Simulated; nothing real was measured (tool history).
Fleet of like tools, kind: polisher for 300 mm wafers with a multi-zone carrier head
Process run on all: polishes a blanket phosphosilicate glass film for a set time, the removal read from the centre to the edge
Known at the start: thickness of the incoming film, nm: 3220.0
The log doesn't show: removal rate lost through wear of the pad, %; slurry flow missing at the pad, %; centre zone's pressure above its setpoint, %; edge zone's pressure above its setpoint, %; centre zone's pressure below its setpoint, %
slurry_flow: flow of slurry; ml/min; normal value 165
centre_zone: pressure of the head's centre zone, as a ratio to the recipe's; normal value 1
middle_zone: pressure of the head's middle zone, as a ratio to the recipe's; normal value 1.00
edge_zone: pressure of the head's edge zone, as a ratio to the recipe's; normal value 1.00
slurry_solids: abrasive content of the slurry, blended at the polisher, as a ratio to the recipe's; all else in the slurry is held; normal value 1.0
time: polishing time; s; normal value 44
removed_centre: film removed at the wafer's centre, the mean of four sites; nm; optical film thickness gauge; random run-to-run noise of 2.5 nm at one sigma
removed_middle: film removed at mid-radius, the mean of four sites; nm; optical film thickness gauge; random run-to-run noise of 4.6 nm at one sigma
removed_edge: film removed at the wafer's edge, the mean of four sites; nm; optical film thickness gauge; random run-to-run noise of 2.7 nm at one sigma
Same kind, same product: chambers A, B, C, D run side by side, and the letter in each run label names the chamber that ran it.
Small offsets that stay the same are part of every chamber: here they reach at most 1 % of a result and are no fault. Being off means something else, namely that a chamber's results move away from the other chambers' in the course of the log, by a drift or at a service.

run,day,slurry_flow,centre_zone,middle_zone,edge_zone,slurry_solids,time,wafers polished on this pad,hours since the slurry nozzle was cleaned,hours since the centre zone pressure was calibrated,hours since the edge zone pressure was calibrated,removed_centre,removed_middle,removed_edge
1A,0.408,165,1,1.00,1.00,1.0,44,678,46.3,333.6,401.1,305.25,304.18,301.41
# day 0.583: chamber B: worn pad replaced by a new one
# day 0.654: chamber A: worn pad replaced by a new one
2C,0.717,165,1,1.00,1.00,1.0,44,375,184.9,724.1,284.0,299.63,306.32,303.07
3D,1.229,165,1,1.00,1.00,1.0,44,397,46.9,79.0,267.3,305.86,306.91,306.37
4B,1.821,165,1,1.00,1.00,1.0,44,249,167.4,436.0,145.3,303.30,307.63,309.45
5A,2.117,130,1,1.00,1.00,1.0,30,295,87.3,374.6,442.1,196.02,195.24,199.26
# day 2.412: chamber A: edge zone pressure recalibrated
# day 2.492: chamber C: worn pad replaced by a new one
6C,2.762,130,1,1.00,1.00,1.0,30,54,234.0,773.2,333.1,195.59,201.02,203.90
# day 3.150: chamber D: worn pad replaced by a new one
7D,3.346,130,1,1.00,1.00,1.0,30,39,97.7,129.8,318.1,195.71,197.32,200.63
8B,4.008,130,1,1.00,1.00,1.0,30,689,219.9,488.5,197.8,196.20,206.05,202.36
9D,4.529,165,1,1.00,1.00,1.0,44,277,126.1,158.2,346.5,302.13,311.86,303.07
# day 4.638: chamber A: worn pad replaced by a new one
10C,4.883,165,1,1.00,1.00,1.0,44,481,284.9,824.1,384.0,301.22,301.81,304.12
11B,5.283,165,1,1.00,1.00,1.0,44,946,250.5,519.1,228.4,301.99,304.88,308.82
12A,5.858,165,1,1.00,0.90,1.0,44,246,177.1,464.4,82.7,305.70,309.57,289.73
# day 5.942: chamber C: worn pad replaced by a new one
13C,6.375,165,1,1.00,0.90,1.0,44,87,320.7,859.9,419.8,304.00,301.96,293.76
# day 6.517: chamber B: worn pad replaced by a new one
14A,6.858,165,1,1.00,0.90,1.0,44,447,201.1,488.4,106.7,304.12,305.44,288.27
15B,7.254,165,1,1.00,0.90,1.0,44,148,297.8,566.4,275.7,301.11,309.06,295.72
# day 7.488: chamber C: centre zone pressure recalibrated
16D,7.612,165,1,1.00,1.00,1.0,44,898,200.1,232.2,420.5,299.89,312.65,308.36
# day 7.675: chamber D: worn pad replaced by a new one
17C,8.179,165,1,1.00,1.00,1.0,44,450,364.0,16.6,463.1,271.13,309.75,305.48
18D,8.658,165,1,1.00,1.00,1.0,44,198,225.2,257.3,445.6,305.12,294.45,311.13
# day 8.667: chamber D: slurry nozzle cleaned
# day 8.683: chamber A: worn pad replaced by a new one
# day 8.704: chamber B: centre zone pressure recalibrated
19A,9.175,165,1,1.00,1.00,1.0,44,99,256.7,544.0,162.3,303.19,317.32,301.88
# day 9.575: chamber C: worn pad replaced by a new one
20B,9.621,165,1,1.00,1.00,1.0,44,625,354.6,22.0,332.5,307.26,310.24,306.93
# day 9.883: chamber C: slurry nozzle cleaned
21B,9.992,165,1,1.00,1.00,1.0,44,699,363.5,30.9,341.4,304.22,306.86,308.76
22A,10.283,165,1,1.00,1.00,1.0,44,322,283.3,570.6,188.9,308.25,313.17,305.54
23C,10.779,165,1,1.00,1.00,1.0,44,242,21.5,79.0,525.5,273.37,305.71,302.97
24D,11.392,165,1,1.00,1.00,1.0,44,748,65.4,322.9,511.2,303.95,303.18,301.95
25A,11.904,165,1,1.00,0.95,1.3,44,648,322.2,609.5,227.8,339.46,341.76,327.19
# day 12.271: chamber D: worn pad replaced by a new one
26D,12.529,165,1,1.00,0.95,1.3,44,52,92.7,350.2,538.5,340.07,336.77,333.60
# day 12.588: chamber A: worn pad replaced by a new one
# day 12.629: chamber B: worn pad replaced by a new one
27B,13.146,165,1,1.00,0.95,1.3,44,104,439.2,106.6,417.1,339.66,354.57,333.04
# day 13.471: chamber B: slurry nozzle cleaned
28C,13.508,165,1,1.00,0.95,1.3,44,791,87.0,144.5,591.0,297.34,329.32,328.01
# day 13.717: chamber C: worn pad replaced by a new one
29C,14.004,165,1,1.00,1.00,1.0,44,58,98.9,156.4,602.9,271.65,305.44,306.02
30B,14.608,165,1,1.00,1.00,1.0,44,399,27.3,141.7,452.2,304.20,310.88,309.42
31A,14.946,165,1,1.00,1.00,1.0,44,475,395.2,682.5,300.8,303.81,305.54,300.05
32D,15.367,165,1,1.00,0.95,1.0,44,623,160.8,418.3,606.6,299.02,304.53,291.97
33D,15.904,165,1,1.00,0.95,1.0,44,731,173.7,431.2,619.5,305.22,303.19,295.14
34C,16.508,165,1,1.00,0.95,1.0,44,562,159.0,216.5,663.0,275.06,303.48,295.64
# day 16.617: chamber A: worn pad replaced by a new one
35A,16.812,165,1,1.00,0.95,1.0,44,39,440.0,727.3,345.6,304.01,311.80,297.75
36B,17.292,165,1,1.00,1.00,1.0,44,939,91.7,206.1,516.6,305.50,293.78,305.24
# day 17.538: chamber C: worn pad replaced by a new one
37A,17.883,165,1,1.00,1.00,1.0,44,254,465.7,753.0,371.3,306.29,319.65,306.56
38C,18.283,165,1,1.00,1.00,1.0,44,150,201.6,259.1,705.6,271.49,294.60,308.10

Decide between three cases: one chamber stands off from its peers, the gauge reading all wafers drifts, or nothing is wrong past each chamber's small offset. Where a chamber is off, say which and what most likely put it there.

After it was serviced, chamber C no longer matches the other chambers.
What lies behind it: centre zone's pressure below its setpoint, % = 9.66.

Which of the 4 candidates below, each the usual settings with something changed and its results left as question marks, puts chamber C back in line with what the other chambers give on the usual settings?
In-line tolerance around the mean of the other chambers on the usual settings: removed_centre 8.70 nm; removed_middle 16.00 nm; removed_edge 9.30 nm
39C-1,18.762,160,0.96,1.01,1.02,1.0,44,,,,,?,?,?
39C-2,18.762,160,0.93,1.01,1.03,1.0,43,,,,,?,?,?
39C-3,18.762,170,1.08,0.99,0.97,1.0,45,,,,,?,?,?
39C-4,18.762,170,1.04,0.99,0.98,1.0,44,,,,,?,?,?

What the other chambers average on the usual settings: removed_centre 303.13 nm; removed_middle 306.00 nm; removed_edge 305.38 nm
run,removed_centre,removed_middle,removed_edge
39C-1,258.92,301.79,307.28
39C-2,244.33,294.97,301.84
39C-3,304.82,306.09,308.68
39C-4,286.03,299.34,303.41
The answer is 39C-3, which returns the chamber to within the allowed miss of the others.
